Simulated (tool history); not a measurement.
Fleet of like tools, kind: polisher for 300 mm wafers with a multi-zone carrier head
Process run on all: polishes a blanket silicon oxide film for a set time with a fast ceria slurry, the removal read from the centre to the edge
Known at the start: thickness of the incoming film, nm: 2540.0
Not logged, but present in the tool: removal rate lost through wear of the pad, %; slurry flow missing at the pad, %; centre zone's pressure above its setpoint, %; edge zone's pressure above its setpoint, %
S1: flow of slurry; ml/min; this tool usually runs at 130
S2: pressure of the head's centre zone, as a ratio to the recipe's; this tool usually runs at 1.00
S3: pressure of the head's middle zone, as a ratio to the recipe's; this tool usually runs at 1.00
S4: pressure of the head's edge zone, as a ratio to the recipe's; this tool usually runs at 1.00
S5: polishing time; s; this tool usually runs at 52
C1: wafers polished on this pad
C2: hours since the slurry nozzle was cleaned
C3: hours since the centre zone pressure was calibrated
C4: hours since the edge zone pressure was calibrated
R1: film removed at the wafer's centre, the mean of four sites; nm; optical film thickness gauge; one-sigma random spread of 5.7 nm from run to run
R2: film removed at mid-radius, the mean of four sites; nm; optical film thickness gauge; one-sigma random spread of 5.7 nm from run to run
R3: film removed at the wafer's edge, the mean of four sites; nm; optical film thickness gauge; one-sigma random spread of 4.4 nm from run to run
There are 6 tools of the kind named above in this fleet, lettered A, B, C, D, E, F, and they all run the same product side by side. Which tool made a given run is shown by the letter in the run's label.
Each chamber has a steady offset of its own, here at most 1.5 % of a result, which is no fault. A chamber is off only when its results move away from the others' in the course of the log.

run	day	S1	S2	S3	S4	S5	C1	C2	C3	C4	R1	R2	R3
1A	0.296	130	1.00	1.00	1.00	52	385	443.1	717.7	863.8	430.48	429.13	421.69
2C	0.496	130	1.00	1.00	1.00	52	473	215.1	921.3	1026.4	417.15	422.10	419.74
# day 0.558: chamber C: edge zone pressure recalibrated
# day 0.654: chamber C: worn pad replaced by a new one
3F	0.729	130	1.00	1.00	1.00	52	267	753.4	865.0	1140.1	427.16	409.01	416.34
4B	1.029	130	1.00	1.00	1.00	52	563	735.2	602.6	1040.1	420.83	428.76	419.56
5D	1.246	130	1.00	1.00	1.00	52	401	202.0	616.7	604.0	417.67	412.41	427.27
# day 1.375: chamber D: worn pad replaced by a new one
# day 1.429: chamber F: slurry nozzle cleaned
6E	1.625	130	1.00	1.00	1.00	52	661	500.5	1242.0	694.0	421.04	422.24	422.96
7E	2.012	130	1.00	1.00	1.00	52	746	509.8	1251.3	703.3	428.66	425.75	424.02
# day 2.121: chamber A: worn pad replaced by a new one
8D	2.271	150	1.00	1.00	1.00	58	196	226.6	641.3	628.6	489.07	481.72	490.42
9B	2.496	150	1.00	1.00	1.00	58	885	770.4	637.8	1075.3	493.33	486.23	483.70
# day 2.517: chamber C: centre zone pressure recalibrated
10F	2.846	150	1.00	1.00	1.00	58	731	34.1	915.8	1190.9	497.45	483.05	480.80
11A	3.092	150	1.00	1.00	1.00	58	212	510.2	784.8	930.9	482.57	488.29	477.04
# day 3.262: chamber C: worn pad replaced by a new one
12C	3.288	150	1.00	1.00	1.00	58	5	282.1	18.6	65.5	495.70	477.79	481.44
# day 3.312: chamber F: worn pad replaced by a new one
13F	3.475	150	1.00	1.00	1.00	58	36	49.2	930.9	1206.0	501.99	495.66	479.11
# day 3.488: chamber B: worn pad replaced by a new one
# day 3.608: chamber D: worn pad replaced by a new one
# day 3.688: chamber D: slurry nozzle cleaned
14E	3.796	130	1.00	1.06	1.00	52	1137	552.6	1294.1	746.1	416.11	441.76	420.89
# day 3.933: chamber B: slurry nozzle cleaned
15B	3.983	130	1.00	1.06	1.00	52	109	1.3	673.5	1111.0	438.05	453.39	415.42
# day 4.288: chamber C: slurry nozzle cleaned
16A	4.292	130	1.00	1.06	1.00	52	475	539.0	813.6	959.7	411.05	446.81	415.35
# day 4.321: chamber E: worn pad replaced by a new one
17D	4.575	130	1.00	1.06	1.00	52	212	21.3	696.6	683.9	431.41	448.72	428.69
18C	4.958	130	1.00	1.06	1.00	52	371	16.2	58.7	105.6	436.36	447.42	418.72
19B	5.179	130	1.00	1.06	1.00	52	371	30.0	702.2	1139.7	424.96	450.45	426.87
# day 5.383: chamber A: edge zone pressure recalibrated
20F	5.429	130	1.00	1.00	1.00	60	464	96.1	977.8	1252.9	498.93	473.02	482.86
21E	5.754	130	1.00	1.00	1.00	60	314	599.6	1341.1	793.1	499.48	479.28	490.08
# day 5.858: chamber C: worn pad replaced by a new one
# day 5.871: chamber A: worn pad replaced by a new one
22A	6.021	130	1.00	1.00	1.00	60	33	580.5	855.1	15.4	489.33	484.72	479.06
# day 6.192: chamber D: worn pad replaced by a new one
23D	6.417	130	1.00	1.00	1.00	60	49	65.5	740.8	728.1	482.01	483.50	496.99
24C	6.742	130	1.00	1.00	1.00	60	193	59.0	101.5	148.4	484.97	498.06	482.28
# day 6.933: chamber B: edge zone pressure recalibrated
25F	6.933	130	1.00	1.00	1.00	60	793	132.2	1013.9	1289.0	489.98	498.57	492.23
26A	7.225	130	1.06	1.00	1.00	52	296	609.4	884.0	44.3	454.44	419.43	415.14
# day 7.246: chamber F: worn pad replaced by a new one
27E	7.508	130	1.06	1.00	1.00	52	698	641.7	1383.2	835.2	452.93	430.36	428.88
28C	7.771	130	1.06	1.00	1.00	52	419	83.7	126.2	173.1	454.80	410.88	425.56
29B	8.029	130	1.06	1.00	1.00	52	995	98.4	770.6	26.3	467.01	429.40	424.25
30D	8.296	130	1.06	1.00	1.00	52	460	110.6	785.9	773.2	451.48	416.92	430.05
# day 8.421: chamber D: worn pad replaced by a new one
31C	8.583	130	1.06	1.00	1.00	52	597	103.2	145.7	192.6	445.76	415.28	422.21
# day 8.662: chamber A: slurry nozzle cleaned
32B	8.833	130	1.00	1.00	1.00	52	1171	117.7	789.9	45.6	421.36	431.90	424.03
# day 9.071: chamber D: edge zone pressure recalibrated
# day 9.079: chamber A: worn pad replaced by a new one
33F	9.088	130	1.00	1.00	1.00	52	403	183.9	1065.6	1340.7	435.16	415.09	421.19
# day 9.125: chamber E: centre zone pressure recalibrated
34A	9.408	130	1.00	1.00	1.00	52	72	18.0	936.4	96.7	430.10	426.75	413.66
# day 9.700: chamber B: worn pad replaced by a new one
35E	9.762	130	1.00	1.00	1.00	52	1192	695.8	15.3	889.3	426.35	428.28	436.30
36D	10.033	130	1.00	1.00	1.00	52	353	152.3	827.6	23.2	426.13	423.66	424.52
37B	10.308	130	0.94	1.00	0.91	52	133	153.1	825.3	81.0	395.29	436.92	409.60
# day 10.479: chamber E: slurry nozzle cleaned
# day 10.571: chamber E: worn pad replaced by a new one
38E	10.642	130	0.94	1.00	0.91	52	16	4.0	36.4	910.4	388.77	429.59	404.83

Predict what each chamber gives when all 6 of them run the settings below next.
39A	10.929	130	1.00	1.00	1.00	52					?	?	?
39B	10.929	130	1.00	1.00	1.00	52					?	?	?
39C	10.929	130	1.00	1.00	1.00	52					?	?	?
39D	10.929	130	1.00	1.00	1.00	52					?	?	?
39E	10.929	130	1.00	1.00	1.00	52					?	?	?
39F	10.929	130	1.00	1.00	1.00	52					?	?	?

run	R1	R2	R3
39A	416.91	427.49	405.85
39B	437.59	425.27	413.85
39C	420.07	408.94	420.57
39D	413.37	418.64	422.06
39E	426.50	435.90	425.23
39F	417.10	420.88	420.72
